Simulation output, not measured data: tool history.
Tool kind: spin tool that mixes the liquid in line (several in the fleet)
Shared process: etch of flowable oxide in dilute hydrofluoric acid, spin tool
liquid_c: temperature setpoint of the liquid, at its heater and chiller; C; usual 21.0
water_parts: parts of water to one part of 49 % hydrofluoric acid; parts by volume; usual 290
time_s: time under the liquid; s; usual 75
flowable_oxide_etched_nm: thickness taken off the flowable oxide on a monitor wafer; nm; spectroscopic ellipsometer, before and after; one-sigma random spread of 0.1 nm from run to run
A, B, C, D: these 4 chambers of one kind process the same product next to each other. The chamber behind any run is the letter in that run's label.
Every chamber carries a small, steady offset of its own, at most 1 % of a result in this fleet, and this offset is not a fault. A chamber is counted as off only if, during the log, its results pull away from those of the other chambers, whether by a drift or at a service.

run	hour	liquid_c	water_parts	time_s	hours since the thermometer was replaced	hours since the hydrofluoric acid flow meter was replaced	read-back film thickness of the flowable oxide reference wafer, read on the same gauge (nm)	flowable_oxide_etched_nm
1D	9.2	21.0	290	75	204.6	393.6	129.97	11.0930
2A	16.0	21.0	290	75	683.1	492.8	129.99	11.3230
3B	28.5	21.0	290	75	2295.7	641.9	129.98	11.4850
4C	39.3	21.0	290	75	2359.4	870.4	129.99	11.4550
5A	47.9	17.5	290	75	715.0	524.7	129.97	10.0790
6D	60.1	17.5	290	75	255.5	444.5	130.05	9.6794
7C	68.0	17.5	290	75	2388.1	899.1	129.98	9.9465
8B	73.8	17.5	290	75	2341.0	687.2	130.00	10.1200
9B	82.4	21.0	290	75	2349.6	695.8	130.03	11.4670
10C	92.4	21.0	290	55	2412.5	923.5	130.00	8.3300
11A	99.4	21.0	290	55	766.5	576.2	130.04	8.2889
12D	107.3	21.0	290	55	302.7	491.7	130.00	8.2790
13A	119.6	21.0	290	55	786.7	596.4	129.99	8.4597
14C	130.4	21.0	290	75	2450.5	961.5	130.02	11.5210
15D	139.1	21.0	290	75	334.5	523.5	129.99	11.2400
16B	144.9	21.0	290	75	2412.1	758.3	130.03	11.3670
17D	157.5	19.0	290	50	352.9	541.9	129.99	6.9788
18A	163.9	19.0	290	50	831.0	640.7	130.02	7.3608
19C	172.6	19.0	290	50	2492.7	1003.7	130.00	7.0197
20B	180.0	19.0	290	50	2447.2	793.4	130.03	7.0791
# hour 186.4: chamber C: hydrofluoric acid flow meter replaced
21A	192.6	21.0	290	75	859.7	669.4	130.01	11.9640
22C	199.1	18.5	395	75	2519.2	12.8	130.05	7.0123
23D	207.0	18.5	395	75	402.4	591.4	129.97	6.9984
# hour 210.9: chamber B: thermometer replaced
24B	214.1	18.5	395	75	3.3	827.5	130.02	6.9909
25B	226.0	18.5	395	75	15.2	839.4	129.99	6.9578
26D	233.2	21.0	290	75	428.6	617.6	130.00	11.2260
27A	244.8	21.0	290	75	911.9	721.6	129.99	12.4030
28C	251.1	21.0	290	75	2571.2	64.8	130.01	11.3290
29A	260.8	21.0	290	55	927.9	737.6	130.03	8.9284
30B	272.4	21.0	290	55	61.6	885.8	129.99	8.3565
31D	281.1	21.0	290	55	476.5	665.5	130.00	8.2458
32C	288.9	21.0	290	55	2609.0	102.6	129.99	8.4023

Does one chamber stand apart from the rest, does the shared gauge drift, or is all well apart from small per-chamber offsets? Give the chamber and the most likely cause, where there is one.

Little by little, chamber A moves away from the other chambers.
What lies behind it: hydrofluoric acid flow above the setpoint (%) = 9.08.
Not necessarily distinguishable in this log from: liquid hotter than its thermometer reads (K).

Here are 4 candidates for chamber A's next run, each the usual settings with a change, their results left as question marks. Which one brings its results back in line with what the others give on the usual settings?
In line means no further than this from the other chambers' mean on the usual settings: flowable_oxide_etched_nm 0.3500 nm
33A-1	298.0	20.5	345	75				?
33A-2	298.0	18.0	290	75				?
33A-3	298.0	21.0	265	75				?
33A-4	298.0	21.0	265	85				?

Usual-settings mean across the other chambers: flowable_oxide_etched_nm 11.3340 nm
run	flowable_oxide_etched_nm
33A-1	9.9872
33A-2	11.3050
33A-3	14.1490
33A-4	16.0360
33A-2 is the one that brings the chamber's results back in line with the other chambers.
